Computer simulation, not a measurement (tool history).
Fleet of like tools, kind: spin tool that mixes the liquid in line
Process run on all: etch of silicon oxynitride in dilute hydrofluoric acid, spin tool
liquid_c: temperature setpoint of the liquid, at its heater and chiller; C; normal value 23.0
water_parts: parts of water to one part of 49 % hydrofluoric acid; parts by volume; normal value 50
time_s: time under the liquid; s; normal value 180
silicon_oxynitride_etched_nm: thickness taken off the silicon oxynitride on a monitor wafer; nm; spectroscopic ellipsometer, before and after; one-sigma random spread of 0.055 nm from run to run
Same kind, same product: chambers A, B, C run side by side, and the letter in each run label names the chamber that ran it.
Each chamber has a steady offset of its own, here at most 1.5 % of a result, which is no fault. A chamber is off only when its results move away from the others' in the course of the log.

run,day,liquid_c,water_parts,time_s,hours since the thermometer was replaced,hours since the hydrofluoric acid flow meter was replaced,"read-back film thickness of the silicon oxynitride reference wafer, read on the same gauge (nm)",silicon_oxynitride_etched_nm
1B,0.138,23.0,50,180,761.9,352.2,110.00,7.8221
2A,0.225,23.0,50,180,1970.5,1422.2,110.01,7.8318
3C,0.317,23.0,50,180,673.6,405.6,110.02,7.6296
4B,0.462,23.0,50,180,769.7,360.0,109.99,7.8438
5A,0.604,23.0,50,180,1979.6,1431.3,109.96,7.9118
6C,0.708,23.0,50,180,683.0,415.0,110.00,7.6621
7B,0.904,23.0,50,180,780.3,370.6,110.02,7.8214
8C,1.062,23.0,50,180,691.5,423.5,109.98,7.6300
9A,1.167,23.0,50,180,1993.1,1444.8,110.01,7.8873
# day 1.262: chamber C: hydrofluoric acid flow meter replaced
10B,1.262,23.0,50,180,788.9,379.2,109.97,7.7987
11C,1.433,23.0,50,180,700.4,4.1,110.02,7.8065
12A,1.542,23.0,50,180,2002.1,1453.8,109.98,7.8663
13A,1.642,23.0,50,180,2004.5,1456.2,110.05,7.8910
14C,1.817,23.0,50,180,709.6,13.3,109.98,7.7426
15B,1.933,23.0,50,180,805.0,395.3,109.99,7.8859
16A,2.108,23.0,50,180,2015.7,1467.4,110.00,7.8755
17C,2.242,23.0,50,180,719.8,23.5,110.02,7.7486
18B,2.342,23.0,50,180,814.8,405.1,109.97,7.9024
19A,2.475,23.0,50,180,2024.5,1476.2,110.00,7.8526
20C,2.608,23.0,50,180,728.6,32.3,110.03,7.7139
21B,2.771,23.0,50,180,825.1,415.4,109.97,7.7378
22B,2.862,23.0,50,180,827.3,417.6,109.97,7.8237
23C,3.012,23.0,50,180,738.3,42.0,110.00,7.7748
24A,3.204,21.5,75,180,2042.0,1493.7,109.99,4.7855
25A,3.400,21.5,75,180,2046.7,1498.4,110.00,4.7011
26B,3.583,21.5,75,180,844.6,434.9,109.99,4.7553
27C,3.771,23.0,75,180,756.5,60.2,110.02,5.0629
28A,3.933,23.0,75,180,2059.5,1511.2,110.02,5.1348
29B,4.029,23.0,75,180,855.3,445.6,110.01,5.1351

Which is it: a chamber that has drifted or been left off by a service, a gauge drift common to all chambers, or only each chamber's usual small offset? If a chamber is off, name it and its likeliest cause.

No chamber is off and the gauge is stable; the differences are just each chamber's small, constant offset.
